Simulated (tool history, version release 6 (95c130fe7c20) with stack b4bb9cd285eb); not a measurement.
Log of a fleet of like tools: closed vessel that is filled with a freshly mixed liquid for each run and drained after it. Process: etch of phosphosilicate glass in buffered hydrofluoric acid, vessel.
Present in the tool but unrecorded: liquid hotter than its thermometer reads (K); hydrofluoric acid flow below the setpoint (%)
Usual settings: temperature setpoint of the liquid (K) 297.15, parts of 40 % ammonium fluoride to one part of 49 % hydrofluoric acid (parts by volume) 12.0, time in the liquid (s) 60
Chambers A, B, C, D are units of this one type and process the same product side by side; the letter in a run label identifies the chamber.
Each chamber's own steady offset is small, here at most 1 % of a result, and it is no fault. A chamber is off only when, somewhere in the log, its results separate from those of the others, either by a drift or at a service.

run   hour  temperature setpoint of the liquid (K)  parts of 40 % ammonium fluoride to one part of 49 % hydrofluoric acid (parts by volume)  time in the liquid (s)  hours since the thermometer was replaced  hours since the hydrofluoric acid flow meter was replaced  read-back film thickness of the phosphosilicate glass reference wafer, read on the same gauge (nm)  thickness taken off the phosphosilicate glass on a monitor wafer (Å)
 1C    9.0                                  297.15                                                                                     12.0                      60                                      37.9                                                     1282.5                                                                                              59.986                                                                4643.7
 2D   18.1                                  297.15                                                                                     12.0                      60                                    2277.3                                                      127.3                                                                                              59.999                                                                4677.1
 3B   28.6                                  297.15                                                                                     12.0                      60                                    1468.2                                                       71.3                                                                                              60.016                                                                4721.2
 4A   41.9                                  297.15                                                                                     12.0                      60                                     321.0                                                      217.5                                                                                              59.964                                                                4670.8
 5C   53.5                                  297.15                                                                                     12.0                      60                                      82.4                                                     1327.0                                                                                              59.961                                                                4675.8
 6B   62.5                                  297.15                                                                                     12.0                      60                                    1502.1                                                      105.2                                                                                              59.980                                                                4780.7
 7A   71.0                                  297.15                                                                                     16.5                      60                                     350.1                                                      246.6                                                                                              59.998                                                                3404.7
 8D   79.1                                  297.15                                                                                     16.5                      60                                    2338.3                                                      188.3                                                                                              59.964                                                                3406.2
      79.2  -- chamber B: thermometer replaced
 9A   87.7                                  297.15                                                                                     16.5                      60                                     366.8                                                      263.3                                                                                              60.020                                                                3457.9
10C   95.8                                  297.15                                                                                     16.5                      60                                     124.7                                                     1369.3                                                                                              59.997                                                                3402.9
11B  105.8                                  300.15                                                                                     10.5                      60                                      26.6                                                      148.5                                                                                              60.014                                                                6351.6
12D  116.9                                  300.15                                                                                     10.5                      60                                    2376.1                                                      226.1                                                                                              59.988                                                                6310.7
13D  124.2                                  300.15                                                                                     10.5                      60                                    2383.4                                                      233.4                                                                                              59.996                                                                6279.8
14A  136.9                                  300.15                                                                                     10.5                      60                                     416.0                                                      312.5                                                                                              59.976                                                                6255.8
15C  146.9                                  297.15                                                                                     12.0                      60                                     175.8                                                     1420.4                                                                                              59.972                                                                4725.3
16B  157.4                                  297.15                                                                                     12.0                      60                                      78.2                                                      200.1                                                                                              60.037                                                                4672.0
17C  168.2                                  297.15                                                                                     12.0                      60                                     197.1                                                     1441.7                                                                                              59.981                                                                4663.3
18A  175.6                                  300.15                                                                                     12.0                      60                                     454.7                                                      351.2                                                                                              59.992                                                                5469.3
19D  183.2                                  300.15                                                                                     12.0                      60                                    2442.4                                                      292.4                                                                                              59.996                                                                5518.3
20B  191.2                                  300.15                                                                                     12.0                      60                                     112.0                                                      233.9                                                                                              60.033                                                                5570.0
21C  204.5                                  300.15                                                                                     12.0                      60                                     233.4                                                     1478.0                                                                                              60.024                                                                5458.0
22A  210.6                                  297.15                                                                                     12.0                      60                                     489.7                                                      386.2                                                                                              59.998                                                                4689.8
23D  224.1                                  297.15                                                                                     12.0                      60                                    2483.3                                                      333.3                                                                                              60.003                                                                4684.0
24B  232.4                                  294.65                                                                                     12.0                      60                                     153.2                                                      275.1                                                                                              59.991                                                                4112.0
25B  238.9                                  294.65                                                                                     12.0                      60                                     159.7                                                      281.6                                                                                              59.991                                                                4081.5
26D  244.7                                  294.65                                                                                     12.0                      60                                    2503.9                                                      353.9                                                                                              59.992                                                                4047.5

Next, all 4 chambers run the settings below, one line each with question marks for the results. What does each chamber give?
27A  254.4                                  297.15                                                                                     12.0                      60                                                                                                                                                                                                                                                                              ?
27B  254.4                                  297.15                                                                                     12.0                      60                                                                                                                                                                                                                                                                              ?
27C  254.4                                  297.15                                                                                     12.0                      60                                                                                                                                                                                                                                                                              ?
27D  254.4                                  297.15                                                                                     12.0                      60                                                                                                                                                                                                                                                                              ?

run  thickness taken off the phosphosilicate glass on a monitor wafer (Å)
27A                                                                4696.3
27B                                                                4692.5
27C                                                                4665.0
27D                                                                4687.0
